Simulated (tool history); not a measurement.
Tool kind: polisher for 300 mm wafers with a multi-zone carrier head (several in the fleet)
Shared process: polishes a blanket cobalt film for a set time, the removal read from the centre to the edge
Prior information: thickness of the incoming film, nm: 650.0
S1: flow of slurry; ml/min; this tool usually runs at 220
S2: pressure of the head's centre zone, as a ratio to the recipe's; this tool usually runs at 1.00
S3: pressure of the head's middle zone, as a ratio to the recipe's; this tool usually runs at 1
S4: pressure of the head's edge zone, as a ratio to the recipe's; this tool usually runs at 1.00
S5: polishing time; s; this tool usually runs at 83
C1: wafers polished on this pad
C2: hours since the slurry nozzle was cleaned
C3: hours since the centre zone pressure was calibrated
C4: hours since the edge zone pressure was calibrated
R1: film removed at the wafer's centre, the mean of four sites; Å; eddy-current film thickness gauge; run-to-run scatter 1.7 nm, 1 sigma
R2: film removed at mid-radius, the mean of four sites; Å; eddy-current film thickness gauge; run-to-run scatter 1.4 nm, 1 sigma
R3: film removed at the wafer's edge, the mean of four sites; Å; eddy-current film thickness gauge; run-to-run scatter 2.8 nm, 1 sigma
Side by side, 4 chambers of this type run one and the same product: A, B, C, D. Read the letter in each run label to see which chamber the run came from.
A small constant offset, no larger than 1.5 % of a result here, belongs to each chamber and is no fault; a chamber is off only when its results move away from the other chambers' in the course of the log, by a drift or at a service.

| run | day | S1 | S2 | S3 | S4 | S5 | C1 | C2 | C3 | C4 | R1 | R2 | R3 |
|---|---|---|---|---|---|---|---|---|---|---|---|---|---|
| 1A | 0.633 | 220 | 1.00 | 1 | 1.00 | 83 | 1045 | 63.1 | 429.5 | 266.6 | 2063.1 | 2066.4 | 2089.0 |
|  | 0.662 | chamber C: centre zone pressure recalibrated |
| 2B | 1.158 | 220 | 1.00 | 1 | 1.00 | 83 | 483 | 167.0 | 359.0 | 682.0 | 2084.8 | 2039.6 | 2116.2 |
|  | 1.288 | chamber A: worn pad replaced by a new one |
| 3D | 1.804 | 220 | 1.00 | 1 | 1.00 | 83 | 1261 | 136.5 | 1191.1 | 1102.0 | 2065.6 | 2066.0 | 2012.6 |
| 4C | 2.229 | 220 | 1.00 | 1 | 1.00 | 83 | 1293 | 291.1 | 37.6 | 67.7 | 2087.2 | 2062.3 | 2074.9 |
|  | 2.442 | chamber C: worn pad replaced by a new one |
|  | 2.679 | chamber C: slurry nozzle cleaned |
| 5C | 2.800 | 220 | 1.00 | 1 | 1.00 | 83 | 108 | 2.9 | 51.3 | 81.4 | 2069.8 | 2047.8 | 2091.4 |
|  | 2.904 | chamber B: worn pad replaced by a new one |
| 6D | 3.392 | 220 | 1.00 | 1 | 1.00 | 83 | 1738 | 174.6 | 1229.2 | 1140.1 | 2047.4 | 2031.9 | 2058.8 |
| 7B | 3.925 | 220 | 1.00 | 1 | 1.00 | 83 | 307 | 233.4 | 425.4 | 748.4 | 2113.7 | 2090.2 | 2078.8 |
| 8A | 4.342 | 220 | 1.00 | 1 | 1.00 | 83 | 917 | 152.1 | 518.5 | 355.6 | 2043.1 | 2090.3 | 2104.2 |
|  | 4.912 | chamber A: worn pad replaced by a new one |
| 9A | 4.938 | 220 | 0.95 | 1 | 1.00 | 83 | 8 | 166.4 | 532.8 | 369.9 | 1942.2 | 2100.5 | 2056.0 |
| 10C | 5.258 | 220 | 0.95 | 1 | 1.00 | 83 | 846 | 61.9 | 110.3 | 140.4 | 1982.3 | 2044.6 | 2084.8 |
| 11B | 5.771 | 220 | 0.95 | 1 | 1.00 | 83 | 861 | 277.7 | 469.7 | 792.7 | 1946.8 | 2053.8 | 2065.5 |
| 12D | 6.079 | 220 | 0.95 | 1 | 1.00 | 83 | 2545 | 239.1 | 1293.7 | 1204.6 | 1906.9 | 2006.6 | 2030.1 |
|  | 6.196 | chamber B: worn pad replaced by a new one |
| 13A | 6.617 | 220 | 1.00 | 1 | 1.00 | 83 | 512 | 206.7 | 573.1 | 410.2 | 2084.0 | 2081.2 | 2096.4 |
|  | 6.829 | chamber B: edge zone pressure recalibrated |
|  | 7.046 | chamber C: worn pad replaced by a new one |
| 14B | 7.075 | 220 | 1.00 | 1 | 1.00 | 83 | 264 | 309.0 | 501.0 | 5.9 | 2098.5 | 2073.4 | 2060.0 |
| 15D | 7.621 | 220 | 1.00 | 1 | 1.00 | 83 | 3008 | 276.1 | 1330.7 | 1241.6 | 2001.3 | 1969.1 | 1921.9 |
| 16C | 7.946 | 220 | 1.00 | 1 | 1.00 | 83 | 270 | 126.4 | 174.8 | 204.9 | 2048.1 | 2056.0 | 2002.9 |
|  | 8.258 | chamber D: centre zone pressure recalibrated |
| 17A | 8.404 | 220 | 1.00 | 1 | 0.96 | 83 | 1048 | 249.6 | 616.0 | 453.1 | 2067.1 | 2078.2 | 2033.4 |
|  | 8.533 | chamber A: worn pad replaced by a new one |
| 18C | 8.788 | 220 | 1.00 | 1 | 0.96 | 83 | 523 | 146.6 | 195.0 | 225.1 | 2066.3 | 2033.3 | 2000.3 |
| 19B | 9.233 | 220 | 1.00 | 1 | 0.96 | 83 | 912 | 360.8 | 552.8 | 57.7 | 2060.3 | 2058.6 | 2057.5 |
| 20D | 9.517 | 220 | 1.00 | 1 | 0.96 | 83 | 3577 | 321.6 | 30.3 | 1287.1 | 1958.5 | 1961.1 | 1935.1 |
|  | 9.812 | chamber B: worn pad replaced by a new one |
| 21A | 10.096 | 220 | 1.00 | 1 | 1.00 | 83 | 469 | 290.2 | 656.6 | 493.7 | 2005.7 | 2089.4 | 2093.4 |
| 22C | 10.500 | 220 | 1.00 | 1 | 1.00 | 83 | 1037 | 187.7 | 236.1 | 266.2 | 2068.5 | 2074.7 | 2118.0 |
| 23D | 10.954 | 220 | 1.00 | 1 | 1.00 | 83 | 4008 | 356.1 | 64.8 | 1321.6 | 1944.2 | 1921.7 | 1905.0 |
| 24B | 11.450 | 220 | 1.00 | 1 | 1.00 | 83 | 492 | 414.0 | 606.0 | 110.9 | 2056.5 | 2049.0 | 2097.1 |

All chambers now run identical settings, listed one chamber a line with results as question marks. What results will each chamber show?
| 25A | 11.917 | 220 | 1.00 | 1 | 1.00 | 83 |  |  |  |  | ? | ? | ? |
| 25B | 11.917 | 220 | 1.00 | 1 | 1.00 | 83 |  |  |  |  | ? | ? | ? |
| 25C | 11.917 | 220 | 1.00 | 1 | 1.00 | 83 |  |  |  |  | ? | ? | ? |
| 25D | 11.917 | 220 | 1.00 | 1 | 1.00 | 83 |  |  |  |  | ? | ? | ? |

| run | R1 | R2 | R3 |
|---|---|---|---|
| 25A | 2044.0 | 2103.8 | 2104.3 |
| 25B | 2050.4 | 2079.7 | 2100.6 |
| 25C | 2081.9 | 2069.7 | 2066.4 |
| 25D | 1929.1 | 1910.1 | 1894.5 |
